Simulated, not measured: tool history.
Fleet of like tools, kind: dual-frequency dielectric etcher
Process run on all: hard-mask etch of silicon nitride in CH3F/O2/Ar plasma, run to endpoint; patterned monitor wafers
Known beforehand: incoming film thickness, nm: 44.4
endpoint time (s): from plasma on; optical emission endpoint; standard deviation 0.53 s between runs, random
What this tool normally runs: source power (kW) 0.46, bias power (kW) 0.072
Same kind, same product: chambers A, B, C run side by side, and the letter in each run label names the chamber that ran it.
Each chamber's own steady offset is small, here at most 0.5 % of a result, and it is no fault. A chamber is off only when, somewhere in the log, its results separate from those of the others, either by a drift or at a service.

run	hour	source power (kW)	bias power (kW)	hours since the last wet clean	hours since the last source power generator calibration	hours since the last bias power generator calibration	endpoint time (s)
1B	9.5	0.46	0.072	559.7	1116.4	461.1	60.41
2C	23.7	0.46	0.072	334.2	2257.3	1002.7	60.938
# hour 33.1: chamber A: wet clean of the chamber
# hour 37: chamber C: wet clean of the chamber
3A	39.5	0.46	0.072	6.5	1822.7	1028.7	60.894
4A	52.6	0.46	0.072	19.6	1835.8	1041.8	61.378
5C	65.3	0.46	0.072	28.3	2298.9	1044.3	60.056
6B	73.6	0.46	0.072	623.8	1180.5	525.2	60.012
7C	81.5	0.46	0.072	44.5	2315.1	1060.5	61.156
8A	90.3	0.46	0.072	57.3	1873.5	1079.5	61.669
9B	99.2	0.46	0.072	649.4	1206.1	550.8	61.572
10C	111.5	0.46	0.056	74.5	2345.1	1090.5	65.892
# hour 113.9: chamber B: wet clean of the chamber
11B	121.5	0.46	0.056	7.6	1228.4	573.1	64.141
12A	134.2	0.46	0.056	101.2	1917.4	1123.4	67.765
13A	149.8	0.46	0.066	116.8	1933	1139	63.756
14C	160.1	0.46	0.066	123.1	2393.7	1139.1	62.71
15B	173.6	0.46	0.066	59.7	1280.5	625.2	60.475
16C	183.4	0.46	0.072	146.4	2417	1162.4	59.899
17B	198.5	0.35	0.083	84.6	1305.4	650.1	62.327
18A	206.4	0.35	0.083	173.4	1989.6	1195.6	64.669
19C	214.2	0.35	0.083	177.2	2447.8	1193.2	63.292
20B	221.7	0.46	0.072	107.8	1328.6	673.3	58.421
21A	232.7	0.46	0.072	199.7	2015.9	1221.9	61.198
22C	243.2	0.46	0.072	206.2	2476.8	1222.2	61.489
23A	253.3	0.46	0.072	220.3	2036.5	1242.5	61.461
24B	261.6	0.46	0.072	147.7	1368.5	713.2	58.082
25C	275	0.46	0.072	238	2508.6	1254	61.012
26B	289.3	0.46	0.072	175.4	1396.2	740.9	58.755
27A	300.4	0.46	0.072	267.4	2083.6	1289.6	61.842
28A	307.5	0.55	0.072	274.5	2090.7	1296.7	57.652

All chambers now run identical settings, listed one chamber a line with results as question marks. What results will each chamber show?
29A	318.9	0.46	0.072				?
29B	318.9	0.46	0.072				?
29C	318.9	0.46	0.072				?

run	endpoint time (s)
29A	61.224
29B	57.271
29C	60.792
